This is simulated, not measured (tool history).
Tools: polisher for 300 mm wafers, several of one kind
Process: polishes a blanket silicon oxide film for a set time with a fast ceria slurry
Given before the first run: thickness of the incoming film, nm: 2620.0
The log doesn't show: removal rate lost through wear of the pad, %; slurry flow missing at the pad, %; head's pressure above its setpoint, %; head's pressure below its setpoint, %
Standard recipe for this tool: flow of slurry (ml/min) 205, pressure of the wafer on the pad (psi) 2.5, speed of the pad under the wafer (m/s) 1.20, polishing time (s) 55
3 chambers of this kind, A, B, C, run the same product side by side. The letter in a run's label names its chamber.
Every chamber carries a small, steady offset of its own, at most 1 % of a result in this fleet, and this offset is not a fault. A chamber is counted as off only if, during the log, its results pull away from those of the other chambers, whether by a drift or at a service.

| run | hour | flow of slurry (ml/min) | pressure of the wafer on the pad (psi) | speed of the pad under the wafer (m/s) | polishing time (s) | wafers polished on this pad | hours since the slurry nozzle was cleaned | hours since the head pressure was calibrated | film removed (angstrom) |
|---|---|---|---|---|---|---|---|---|---|
| 1C | 8.2 | 205 | 2.5 | 1.20 | 55 | 159 | 308.7 | 534.3 | 7796.5 |
|  | 13.9 | chamber C: head pressure recalibrated |
| 2B | 17.7 | 205 | 2.5 | 1.20 | 55 | 760 | 245.7 | 804.8 | 7903.1 |
| 3A | 24.3 | 205 | 2.5 | 1.20 | 55 | 478 | 572.8 | 257.2 | 7690.9 |
| 4A | 32.1 | 205 | 2.5 | 1.20 | 55 | 535 | 580.6 | 265.0 | 7680.1 |
|  | 36.3 | chamber A: slurry nozzle cleaned |
| 5B | 37.3 | 270 | 2.5 | 1.20 | 55 | 904 | 265.3 | 824.4 | 8081.4 |
| 6C | 44.4 | 270 | 2.5 | 1.20 | 55 | 424 | 344.9 | 30.6 | 8166.5 |
| 7A | 51.2 | 270 | 2.5 | 1.20 | 55 | 675 | 15.0 | 284.1 | 7952.1 |
| 8C | 60.2 | 205 | 2.5 | 1.20 | 55 | 540 | 360.7 | 46.4 | 7835.3 |
| 9B | 67.8 | 205 | 2.5 | 1.56 | 44 | 1128 | 295.8 | 854.9 | 8141.1 |
|  | 72.1 | chamber B: worn pad replaced by a new one |
| 10C | 72.6 | 205 | 2.5 | 1.56 | 44 | 631 | 373.1 | 58.8 | 8303.6 |
|  | 74.5 | chamber C: worn pad replaced by a new one |
| 11B | 77.3 | 205 | 2.5 | 1.56 | 44 | 38 | 305.3 | 864.4 | 8097.8 |
| 12A | 84.5 | 205 | 2.5 | 1.20 | 55 | 920 | 48.3 | 317.4 | 7792.7 |
| 13C | 93.7 | 205 | 2.5 | 1.20 | 55 | 141 | 394.2 | 79.9 | 7921.0 |
| 14B | 99.1 | 205 | 2.5 | 1.20 | 55 | 198 | 327.1 | 886.2 | 7807.8 |
| 15A | 108.1 | 205 | 2.5 | 1.58 | 55 | 1093 | 71.9 | 341.0 | 10034.0 |
| 16A | 117.7 | 205 | 2.5 | 1.58 | 55 | 1163 | 81.5 | 350.6 | 10083.0 |
| 17B | 123.6 | 205 | 2.5 | 1.58 | 55 | 378 | 351.6 | 910.7 | 10384.0 |
| 18C | 130.7 | 205 | 2.5 | 1.20 | 55 | 412 | 431.2 | 116.9 | 7901.4 |
| 19A | 140.8 | 205 | 2.5 | 1.20 | 55 | 1333 | 104.6 | 373.7 | 7634.1 |
|  | 142.0 | chamber B: head pressure recalibrated |
| 20B | 150.0 | 205 | 2.5 | 0.82 | 55 | 572 | 378.0 | 8.1 | 5300.2 |
|  | 154.0 | chamber C: slurry nozzle cleaned |
| 21C | 156.8 | 205 | 2.5 | 0.82 | 55 | 604 | 2.8 | 143.0 | 5263.5 |
|  | 162.1 | chamber C: worn pad replaced by a new one |
| 22A | 166.7 | 205 | 2.5 | 0.82 | 55 | 1523 | 130.5 | 399.6 | 5223.3 |
| 23C | 175.7 | 205 | 2.5 | 1.20 | 55 | 100 | 21.7 | 161.9 | 7908.7 |
| 24B | 185.3 | 205 | 2.5 | 1.20 | 55 | 831 | 413.3 | 43.4 | 7780.9 |
| 25A | 190.1 | 205 | 2.5 | 1.20 | 55 | 1694 | 153.9 | 423.0 | 7504.9 |
| 26B | 200.0 | 205 | 2.5 | 1.20 | 55 | 939 | 428.0 | 58.1 | 7829.0 |
| 27C | 204.4 | 205 | 2.5 | 1.50 | 67 | 310 | 50.4 | 190.6 | 12080.0 |
| 28B | 213.6 | 205 | 2.5 | 1.50 | 67 | 1038 | 441.6 | 71.7 | 12103.0 |
|  | 218.6 | chamber B: worn pad replaced by a new one |
| 29C | 220.2 | 205 | 2.5 | 1.50 | 67 | 426 | 66.2 | 206.4 | 11916.0 |
|  | 221.5 | chamber B: slurry nozzle cleaned |
| 30A | 226.6 | 205 | 2.5 | 1.20 | 55 | 1962 | 190.4 | 459.5 | 7243.7 |
| 31B | 236.2 | 205 | 2.5 | 1.20 | 55 | 129 | 14.7 | 94.3 | 7921.1 |

One chamber off, gauge drift, or nothing amiss beyond the chambers' own small offsets? If it is a chamber, which one, and what is the likeliest cause?

It is chamber A that slowly wanders off from its peers.
Cause: removal rate lost through wear of the pad, % = 7.75.
The log may not separate it from: slurry flow missing at the pad, %; head's pressure below its setpoint, %.

Chamber A could run next with any of the 4 candidate recipes listed below; each alters the usual settings, and their results appear as question marks. Which one brings its results back in line with what the other chambers deliver on the usual settings?
In line here means within this much of the mean the other chambers give on the usual settings: film removed (angstrom) 310.0
| 32A-1 | 243.5 | 205 | 2.5 | 1.20 | 56 |  |  |  | ? |
| 32A-2 | 243.5 | 205 | 2.5 | 1.18 | 55 |  |  |  | ? |
| 32A-3 | 243.5 | 205 | 2.5 | 1.30 | 55 |  |  |  | ? |
| 32A-4 | 243.5 | 205 | 2.3 | 1.20 | 55 |  |  |  | ? |

Usual-settings mean across the other chambers: film removed (angstrom) 7852.0
| run | film removed (angstrom) |
|---|---|
| 32A-1 | 7321.2 |
| 32A-2 | 7070.1 |
| 32A-3 | 7791.9 |
| 32A-4 | 6606.6 |
With 32A-3, the chamber falls back in line with the rest.

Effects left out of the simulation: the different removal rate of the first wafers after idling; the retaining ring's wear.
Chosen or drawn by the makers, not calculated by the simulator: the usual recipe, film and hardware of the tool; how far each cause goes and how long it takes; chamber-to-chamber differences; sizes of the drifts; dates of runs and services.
